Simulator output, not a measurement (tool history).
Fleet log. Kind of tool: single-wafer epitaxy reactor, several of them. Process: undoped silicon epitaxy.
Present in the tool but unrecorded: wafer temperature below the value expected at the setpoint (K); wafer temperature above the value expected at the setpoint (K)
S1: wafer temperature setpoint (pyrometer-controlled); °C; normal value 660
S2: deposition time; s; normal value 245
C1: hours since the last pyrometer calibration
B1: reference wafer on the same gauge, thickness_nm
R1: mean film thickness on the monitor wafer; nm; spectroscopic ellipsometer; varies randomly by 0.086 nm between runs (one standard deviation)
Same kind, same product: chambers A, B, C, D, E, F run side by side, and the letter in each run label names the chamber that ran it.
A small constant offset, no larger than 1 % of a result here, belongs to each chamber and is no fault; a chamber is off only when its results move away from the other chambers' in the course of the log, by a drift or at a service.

run 1E day=0.329 | S1=660 S2=245 | C1=721.2 | B1=57.89 | R1=51.088
run 2F day=0.712 | S1=660 S2=245 | C1=1571.1 | B1=57.943 | R1=51.122
run 3B day=1.042 | S1=660 S2=245 | C1=946.2 | B1=57.932 | R1=50.878
run 4A day=1.35 | S1=660 S2=245 | C1=1767.4 | B1=57.929 | R1=51.218
run 5D day=1.729 | S1=660 S2=245 | C1=1831.7 | B1=57.961 | R1=50.976
run 6C day=1.958 | S1=660 S2=245 | C1=505.9 | B1=57.939 | R1=51.331
run 7C day=2.312 | S1=660 S2=245 | C1=514.4 | B1=57.962 | R1=51.448
run 8A day=2.704 | S1=660 S2=245 | C1=1799.9 | B1=57.978 | R1=51.337
run 9E day=3.075 | S1=660 S2=245 | C1=787.1 | B1=58.005 | R1=50.936
run 10D day=3.329 | S1=646 S2=277 | C1=1870.1 | B1=57.988 | R1=42.737
run 11F day=3.633 | S1=646 S2=277 | C1=1641.2 | B1=57.982 | R1=42.692
run 12B day=3.879 | S1=646 S2=277 | C1=1014.3 | B1=58.009 | R1=42.673
run 13B day=4.221 | S1=646 S2=277 | C1=1022.5 | B1=58.033 | R1=42.701
run 14F day=4.454 | S1=646 S2=277 | C1=1660.9 | B1=58.042 | R1=42.824
run 15C day=4.675 | S1=646 S2=277 | C1=571.1 | B1=58.028 | R1=42.884
run 16E day=5.058 | S1=660 S2=199 | C1=834.7 | B1=58.037 | R1=41.466
run 17A day=5.379 | S1=660 S2=199 | C1=1864.1 | B1=58.056 | R1=41.728
run 18D day=5.833 | S1=660 S2=199 | C1=1930.2 | B1=58.079 | R1=41.551
run 19F day=6.079 | S1=660 S2=199 | C1=1699.9 | B1=58.093 | R1=41.647
-- day=6.358 chamber D: pyrometer calibrated
run 20B day=6.538 | S1=660 S2=199 | C1=1078.1 | B1=58.081 | R1=41.363
run 21D day=6.788 | S1=660 S2=199 | C1=10.3 | B1=58.082 | R1=41.605
run 22A day=7.092 | S1=660 S2=245 | C1=1905.2 | B1=58.079 | R1=51.627
run 23C day=7.471 | S1=660 S2=245 | C1=638.2 | B1=58.101 | R1=51.445
run 24E day=7.892 | S1=660 S2=245 | C1=902.7 | B1=58.129 | R1=51.246
run 25F day=8.238 | S1=660 S2=245 | C1=1751.7 | B1=58.122 | R1=51.378
run 26A day=8.479 | S1=660 S2=245 | C1=1938.5 | B1=58.138 | R1=51.496
run 27B day=8.917 | S1=660 S2=245 | C1=1135.2 | B1=58.15 | R1=51.03
run 28C day=9.329 | S1=660 S2=245 | C1=682.8 | B1=58.166 | R1=51.466
run 29D day=9.571 | S1=660 S2=245 | C1=77.1 | B1=58.173 | R1=51.292
run 30E day=9.779 | S1=660 S2=245 | C1=948 | B1=58.161 | R1=51.195
run 31C day=10.079 | S1=660 S2=245 | C1=700.8 | B1=58.163 | R1=51.62
run 32E day=10.521 | S1=660 S2=245 | C1=965.8 | B1=58.192 | R1=51.133
run 33F day=10.754 | S1=660 S2=245 | C1=1812.1 | B1=58.212 | R1=51.395
run 34D day=11.196 | S1=660 S2=245 | C1=116.1 | B1=58.216 | R1=51.364
run 35A day=11.608 | S1=660 S2=245 | C1=2013.6 | B1=58.245 | R1=51.641
run 36B day=11.988 | S1=660 S2=245 | C1=1208.9 | B1=58.227 | R1=51.188
run 37D day=12.433 | S1=660 S2=245 | C1=145.8 | B1=58.266 | R1=51.346
run 38A day=12.833 | S1=660 S2=245 | C1=2043 | B1=58.272 | R1=51.5
run 39E day=13.125 | S1=660 S2=245 | C1=1028.3 | B1=58.299 | R1=51.193
run 40B day=13.579 | S1=660 S2=245 | C1=1247.1 | B1=58.298 | R1=51.253
run 41F day=13.796 | S1=660 S2=245 | C1=1885.1 | B1=58.299 | R1=51.435

Is one chamber out of step, is the gauge drifting, or do the chambers differ by no more than their own small offsets? For an off chamber, give its letter and the likeliest cause.

The gauge drifts, so all chambers seem to drift together. No chamber is off.
What lies behind it: gauge reads high (%) = 0.693.
